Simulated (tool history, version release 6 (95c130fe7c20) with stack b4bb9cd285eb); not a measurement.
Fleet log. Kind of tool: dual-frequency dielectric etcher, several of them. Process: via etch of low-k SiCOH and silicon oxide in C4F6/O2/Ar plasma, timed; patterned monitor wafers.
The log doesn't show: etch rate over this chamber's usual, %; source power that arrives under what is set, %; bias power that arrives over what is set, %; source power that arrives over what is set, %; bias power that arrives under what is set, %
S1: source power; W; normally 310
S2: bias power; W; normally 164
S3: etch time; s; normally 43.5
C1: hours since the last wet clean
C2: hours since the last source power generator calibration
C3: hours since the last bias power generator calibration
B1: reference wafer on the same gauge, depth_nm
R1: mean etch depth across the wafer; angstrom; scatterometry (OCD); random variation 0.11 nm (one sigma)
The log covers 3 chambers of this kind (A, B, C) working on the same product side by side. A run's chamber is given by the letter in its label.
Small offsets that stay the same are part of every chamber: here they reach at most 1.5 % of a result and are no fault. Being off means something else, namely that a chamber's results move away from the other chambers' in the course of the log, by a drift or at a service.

run 1C hour=10.9 | S1=310 S2=164 S3=43.5 | C1=366.2 C2=2991.6 C3=1709.0 | B1=116.54 | R1=1003.00
run 2A hour=20.6 | S1=310 S2=164 S3=43.5 | C1=316.0 C2=979.5 C3=811.5 | B1=116.53 | R1=1009.30
run 3B hour=25.8 | S1=310 S2=164 S3=43.5 | C1=29.2 C2=3447.1 C3=995.7 | B1=116.57 | R1=1005.30
run 4C hour=33.1 | S1=310 S2=164 S3=43.5 | C1=388.4 C2=3013.8 C3=1731.2 | B1=116.55 | R1=1000.40
run 5B hour=40.4 | S1=340 S2=189 S3=43.5 | C1=43.8 C2=3461.7 C3=1010.3 | B1=116.51 | R1=1090.60
run 6A hour=48.8 | S1=340 S2=189 S3=43.5 | C1=344.2 C2=1007.7 C3=839.7 | B1=116.53 | R1=1091.30
run 7B hour=59.5 | S1=340 S2=189 S3=43.5 | C1=62.9 C2=3480.8 C3=1029.4 | B1=116.49 | R1=1092.10
run 8A hour=67.1 | S1=310 S2=164 S3=43.5 | C1=362.5 C2=1026.0 C3=858.0 | B1=116.48 | R1=1007.60
run 9C hour=76.9 | S1=310 S2=164 S3=43.5 | C1=432.2 C2=3057.6 C3=1775.0 | B1=116.47 | R1=1001.10
run 10A hour=84.3 | S1=310 S2=164 S3=43.5 | C1=379.7 C2=1043.2 C3=875.2 | B1=116.45 | R1=1005.50
run 11C hour=91.2 | S1=310 S2=164 S3=43.5 | C1=446.5 C2=3071.9 C3=1789.3 | B1=116.44 | R1=998.70
-- hour=95.0 chamber C: wet clean of the chamber
run 12B hour=100.9 | S1=310 S2=164 S3=43.5 | C1=104.3 C2=3522.2 C3=1070.8 | B1=116.43 | R1=1004.70
run 13B hour=109.7 | S1=310 S2=164 S3=43.5 | C1=113.1 C2=3531.0 C3=1079.6 | B1=116.43 | R1=1004.70
run 14A hour=115.0 | S1=310 S2=164 S3=43.5 | C1=410.4 C2=1073.9 C3=905.9 | B1=116.41 | R1=1004.80
run 15C hour=125.6 | S1=310 S2=198 S3=43.5 | C1=30.7 C2=3106.3 C3=1823.7 | B1=116.39 | R1=1062.70
run 16A hour=135.9 | S1=310 S2=198 S3=43.5 | C1=431.3 C2=1094.8 C3=926.8 | B1=116.36 | R1=1068.70
run 17C hour=147.2 | S1=310 S2=198 S3=43.5 | C1=52.3 C2=3127.9 C3=1845.3 | B1=116.34 | R1=1065.10
run 18B hour=154.4 | S1=310 S2=164 S3=43.5 | C1=157.8 C2=3575.7 C3=1124.3 | B1=116.30 | R1=1003.40
run 19C hour=159.4 | S1=310 S2=164 S3=43.5 | C1=64.5 C2=3140.1 C3=1857.5 | B1=116.29 | R1=998.12
run 20B hour=164.9 | S1=310 S2=164 S3=43.5 | C1=168.3 C2=3586.2 C3=1134.8 | B1=116.32 | R1=1004.00
run 21A hour=173.2 | S1=310 S2=164 S3=43.5 | C1=468.6 C2=1132.1 C3=964.1 | B1=116.29 | R1=1005.20
run 22A hour=182.5 | S1=310 S2=164 S3=43.5 | C1=477.9 C2=1141.4 C3=973.4 | B1=116.25 | R1=1004.60
run 23C hour=188.7 | S1=310 S2=164 S3=43.5 | C1=93.8 C2=3169.4 C3=1886.8 | B1=116.30 | R1=1000.00
run 24B hour=197.7 | S1=310 S2=164 S3=43.5 | C1=201.1 C2=3619.0 C3=1167.6 | B1=116.30 | R1=1001.80
run 25B hour=206.6 | S1=310 S2=164 S3=43.5 | C1=210.0 C2=3627.9 C3=1176.5 | B1=116.23 | R1=1000.10
run 26C hour=217.2 | S1=310 S2=164 S3=43.5 | C1=122.3 C2=3197.9 C3=1915.3 | B1=116.24 | R1=998.68
run 27A hour=227.6 | S1=310 S2=164 S3=43.5 | C1=523.0 C2=1186.5 C3=1018.5 | B1=116.22 | R1=1003.30
-- hour=236.1 chamber A: wet clean of the chamber
run 28A hour=238.8 | S1=310 S2=164 S3=43.5 | C1=2.8 C2=1197.7 C3=1029.7 | B1=116.20 | R1=1005.40
run 29C hour=248.5 | S1=310 S2=164 S3=43.5 | C1=153.6 C2=3229.2 C3=1946.6 | B1=116.16 | R1=997.89
run 30B hour=256.3 | S1=310 S2=164 S3=43.5 | C1=259.7 C2=3677.6 C3=1226.2 | B1=116.14 | R1=1001.40
run 31C hour=262.6 | S1=310 S2=164 S3=43.5 | C1=167.7 C2=3243.3 C3=1960.7 | B1=116.16 | R1=999.86
run 32B hour=273.0 | S1=310 S2=164 S3=43.5 | C1=276.4 C2=3694.3 C3=1242.9 | B1=116.14 | R1=1001.70
run 33A hour=279.1 | S1=310 S2=164 S3=43.5 | C1=43.1 C2=1238.0 C3=1070.0 | B1=116.17 | R1=1004.70
run 34A hour=285.4 | S1=310 S2=164 S3=43.5 | C1=49.4 C2=1244.3 C3=1076.3 | B1=116.12 | R1=1005.90
run 35C hour=296.3 | S1=310 S2=164 S3=43.5 | C1=201.4 C2=3277.0 C3=1994.4 | B1=116.06 | R1=997.25

Each of the 3 chambers runs these same settings next. Fill in every chamber's results:
run 36A hour=304.4 | S1=310 S2=130 S3=43.5 | R1=?
run 36B hour=304.4 | S1=310 S2=130 S3=43.5 | R1=?
run 36C hour=304.4 | S1=310 S2=130 S3=43.5 | R1=?

run=36A R1=934.51
run=36B R1=931.89
run=36C R1=926.75
